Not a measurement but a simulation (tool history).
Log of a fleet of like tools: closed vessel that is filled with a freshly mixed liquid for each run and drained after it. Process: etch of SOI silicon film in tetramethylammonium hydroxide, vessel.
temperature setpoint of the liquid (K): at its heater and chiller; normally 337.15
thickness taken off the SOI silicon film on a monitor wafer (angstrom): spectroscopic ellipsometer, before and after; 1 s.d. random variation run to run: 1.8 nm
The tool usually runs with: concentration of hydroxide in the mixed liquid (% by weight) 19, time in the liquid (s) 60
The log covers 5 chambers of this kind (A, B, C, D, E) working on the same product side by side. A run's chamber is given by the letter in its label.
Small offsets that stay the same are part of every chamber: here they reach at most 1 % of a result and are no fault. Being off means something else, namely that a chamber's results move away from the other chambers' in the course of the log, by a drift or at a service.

run,hour,temperature setpoint of the liquid (K),concentration of hydroxide in the mixed liquid (% by weight),time in the liquid (s),hours since the thermometer was replaced,hours since the hydroxide flow meter was replaced,"read-back film thickness of the SOI silicon film reference wafer, read on the same gauge (nm)",thickness taken off the SOI silicon film on a monitor wafer (angstrom)
1D,3.6,337.15,19,60,72.1,798.7,100.01,2449.5
2A,7.6,337.15,19,60,1315.2,281,100,2479.4
3B,11.3,337.15,19,60,213.4,1546.1,99.979,2454
4C,14.8,337.15,19,60,1259.5,1004.3,99.991,2466.3
5E,18,337.15,19,60,786.1,314.1,100.01,2430.3
# hour 19.9: chamber B: hydroxide flow meter replaced
6A,21.3,337.15,19,60,1328.9,294.7,99.993,2463.8
7B,26.2,337.15,19,60,228.3,6.3,99.981,2495.6
8E,29.5,343.15,19,30,797.6,325.6,100.01,1748
9C,32.8,343.15,19,30,1277.5,1022.3,99.994,1750.1
10D,36.3,343.15,19,30,104.8,831.4,100.01,1768.8
11A,40.1,343.15,19,30,1347.7,313.5,99.981,1779.8
# hour 42.5: chamber C: thermometer replaced
12B,43,343.15,19,30,245.1,23.1,100.01,1770.3
13C,47,333.65,21.5,60,4.6,1036.5,100.02,1864.9
14E,51.8,333.65,21.5,60,819.9,347.9,100.01,1850.9
15D,54.3,333.65,21.5,60,122.8,849.4,100.02,1851.3
16B,56.8,333.65,21.5,60,258.9,36.9,99.986,1858.6
17D,59.7,333.65,21.5,60,128.2,854.8,99.999,1872.1
18A,63,337.15,19,60,1370.6,336.4,99.999,2432.4
19C,68.2,337.15,19,60,25.8,1057.7,99.996,2458.1
20E,72.1,337.15,19,40,840.2,368.2,100.02,1559.9
21E,74.7,337.15,19,40,842.8,370.8,100,1570.8
22D,79.5,337.15,19,40,148,874.6,99.99,1635.6
23A,84.8,337.15,19,40,1392.4,358.2,100,1640.7
24B,89.9,337.15,19,40,292,70,100,1651.1
25C,94.2,341.65,22,60,51.8,1083.7,100,2973.4
26E,98,341.65,22,60,866.1,394.1,99.997,2778.6
27D,101.2,341.65,22,60,169.7,896.3,100.01,3011.2
28C,105.1,341.65,22,60,62.7,1094.6,99.989,2964.2
29B,107.8,341.65,22,60,309.9,87.9,100.01,3013
30A,111.3,337.15,19,60,1418.9,384.7,99.989,2474.6

All chambers now run identical settings, listed one chamber a line with results as question marks. What results will each chamber show?
31A,115,337.15,19,60,,,,?
31B,115,337.15,19,60,,,,?
31C,115,337.15,19,60,,,,?
31D,115,337.15,19,60,,,,?
31E,115,337.15,19,60,,,,?

run,thickness taken off the SOI silicon film on a monitor wafer (angstrom)
31A,2490.9
31B,2508.3
31C,2484.6
31D,2452.1
31E,2213.1
